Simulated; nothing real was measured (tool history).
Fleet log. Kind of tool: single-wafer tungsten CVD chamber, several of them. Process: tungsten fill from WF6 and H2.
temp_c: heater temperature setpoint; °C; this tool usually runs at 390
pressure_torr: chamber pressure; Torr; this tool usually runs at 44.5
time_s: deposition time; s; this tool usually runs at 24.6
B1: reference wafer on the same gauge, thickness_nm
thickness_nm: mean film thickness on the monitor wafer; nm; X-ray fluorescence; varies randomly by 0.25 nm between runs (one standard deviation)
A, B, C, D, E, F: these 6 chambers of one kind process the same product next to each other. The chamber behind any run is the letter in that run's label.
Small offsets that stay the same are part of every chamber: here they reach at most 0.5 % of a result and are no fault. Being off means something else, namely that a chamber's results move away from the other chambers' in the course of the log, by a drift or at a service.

run 1C hour=4.8 | temp_c=390 pressure_torr=44.5 time_s=24.6 | B1=76.027 | thickness_nm=71.523
run 2D hour=9.1 | temp_c=390 pressure_torr=44.5 time_s=24.6 | B1=76.03 | thickness_nm=71.083
run 3E hour=17.6 | temp_c=390 pressure_torr=44.5 time_s=24.6 | B1=75.995 | thickness_nm=71.405
run 4F hour=24.3 | temp_c=390 pressure_torr=44.5 time_s=24.6 | B1=76.004 | thickness_nm=70.713
run 5A hour=31.7 | temp_c=390 pressure_torr=44.5 time_s=24.6 | B1=75.927 | thickness_nm=71.637
run 6B hour=39.8 | temp_c=396 pressure_torr=54.7 time_s=24.6 | B1=76.042 | thickness_nm=87.996
run 7F hour=46.2 | temp_c=396 pressure_torr=54.7 time_s=24.6 | B1=76.049 | thickness_nm=87.862
run 8A hour=54.2 | temp_c=396 pressure_torr=54.7 time_s=24.6 | B1=75.975 | thickness_nm=87.897
-- hour=56.7 chamber A: thermocouple changed; heater temperature recalibrated
run 9E hour=58.5 | temp_c=396 pressure_torr=54.7 time_s=24.6 | B1=75.953 | thickness_nm=87.994
run 10B hour=64.2 | temp_c=396 pressure_torr=54.7 time_s=24.6 | B1=75.958 | thickness_nm=87.234
run 11D hour=72.1 | temp_c=396 pressure_torr=54.7 time_s=24.6 | B1=75.942 | thickness_nm=87.407
run 12C hour=80.5 | temp_c=390 pressure_torr=44.5 time_s=24.6 | B1=75.951 | thickness_nm=71.89
run 13D hour=87 | temp_c=390 pressure_torr=44.5 time_s=24.6 | B1=75.924 | thickness_nm=71.173
run 14A hour=93.7 | temp_c=390 pressure_torr=44.5 time_s=24.6 | B1=75.929 | thickness_nm=72.073
run 15E hour=101.5 | temp_c=390 pressure_torr=44.5 time_s=24.6 | B1=75.995 | thickness_nm=71.471
run 16C hour=105.8 | temp_c=390 pressure_torr=44.5 time_s=24.6 | B1=75.998 | thickness_nm=71.373
run 17B hour=111.5 | temp_c=390 pressure_torr=44.5 time_s=24.6 | B1=76.005 | thickness_nm=71.925
run 18F hour=115.7 | temp_c=390 pressure_torr=39.8 time_s=24.6 | B1=75.978 | thickness_nm=67.527
run 19E hour=120.6 | temp_c=390 pressure_torr=39.8 time_s=24.6 | B1=75.946 | thickness_nm=67.795
run 20C hour=128 | temp_c=390 pressure_torr=39.8 time_s=24.6 | B1=76.035 | thickness_nm=67.796
run 21B hour=135.5 | temp_c=390 pressure_torr=39.8 time_s=24.6 | B1=75.968 | thickness_nm=67.742
run 22D hour=141.3 | temp_c=390 pressure_torr=39.8 time_s=24.6 | B1=76.03 | thickness_nm=67.225
run 23F hour=145.5 | temp_c=390 pressure_torr=39.8 time_s=24.6 | B1=75.939 | thickness_nm=67.208
run 24A hour=153.6 | temp_c=390 pressure_torr=44.5 time_s=24.6 | B1=76.022 | thickness_nm=71.584
run 25E hour=160.9 | temp_c=390 pressure_torr=44.5 time_s=24.6 | B1=75.966 | thickness_nm=71.466
run 26B hour=166.7 | temp_c=390 pressure_torr=44.5 time_s=24.6 | B1=75.984 | thickness_nm=71.208
run 27D hour=174.8 | temp_c=390 pressure_torr=44.5 time_s=24.6 | B1=75.966 | thickness_nm=70.731
run 28F hour=182.9 | temp_c=390 pressure_torr=44.5 time_s=24.6 | B1=75.988 | thickness_nm=71.226
run 29C hour=189.4 | temp_c=390 pressure_torr=44.5 time_s=24.6 | B1=76.05 | thickness_nm=71.787
run 30A hour=194 | temp_c=390 pressure_torr=44.5 time_s=24.6 | B1=75.997 | thickness_nm=71.623
-- hour=198.3 chamber D: capacitance manometer re-zeroed and calibrated
run 31D hour=199 | temp_c=390 pressure_torr=44.5 time_s=24.6 | B1=76.062 | thickness_nm=70.943
run 32C hour=207 | temp_c=390 pressure_torr=44.5 time_s=24.6 | B1=76 | thickness_nm=71.444
run 33B hour=210.7 | temp_c=379 pressure_torr=44.5 time_s=21.6 | B1=76.039 | thickness_nm=50.186
run 34A hour=218.7 | temp_c=379 pressure_torr=44.5 time_s=21.6 | B1=76.045 | thickness_nm=50.509
run 35F hour=223.4 | temp_c=379 pressure_torr=44.5 time_s=21.6 | B1=75.985 | thickness_nm=50.166
run 36E hour=231.2 | temp_c=379 pressure_torr=44.5 time_s=21.6 | B1=75.976 | thickness_nm=50.162
run 37B hour=239.4 | temp_c=379 pressure_torr=44.5 time_s=21.6 | B1=75.983 | thickness_nm=50.486
-- hour=242.5 chamber A: capacitance manometer re-zeroed and calibrated
run 38F hour=244.9 | temp_c=379 pressure_torr=44.5 time_s=21.6 | B1=75.972 | thickness_nm=50.213
run 39A hour=251.2 | temp_c=390 pressure_torr=44.5 time_s=24.6 | B1=76.011 | thickness_nm=71.622
run 40D hour=259.5 | temp_c=390 pressure_torr=44.5 time_s=24.6 | B1=76.008 | thickness_nm=71.219
run 41C hour=267.5 | temp_c=390 pressure_torr=44.5 time_s=24.6 | B1=76.073 | thickness_nm=71.392

For the next run the whole fleet of 6 chambers uses the same settings. Give each chamber's results:
run 42A hour=273.6 | temp_c=390 pressure_torr=44.5 time_s=24.6 | thickness_nm=?
run 42B hour=273.6 | temp_c=390 pressure_torr=44.5 time_s=24.6 | thickness_nm=?
run 42C hour=273.6 | temp_c=390 pressure_torr=44.5 time_s=24.6 | thickness_nm=?
run 42D hour=273.6 | temp_c=390 pressure_torr=44.5 time_s=24.6 | thickness_nm=?
run 42E hour=273.6 | temp_c=390 pressure_torr=44.5 time_s=24.6 | thickness_nm=?
run 42F hour=273.6 | temp_c=390 pressure_torr=44.5 time_s=24.6 | thickness_nm=?

run=42A thickness_nm=71.263
run=42B thickness_nm=71.368
run=42C thickness_nm=71.214
run=42D thickness_nm=70.969
run=42E thickness_nm=71.099
run=42F thickness_nm=70.957
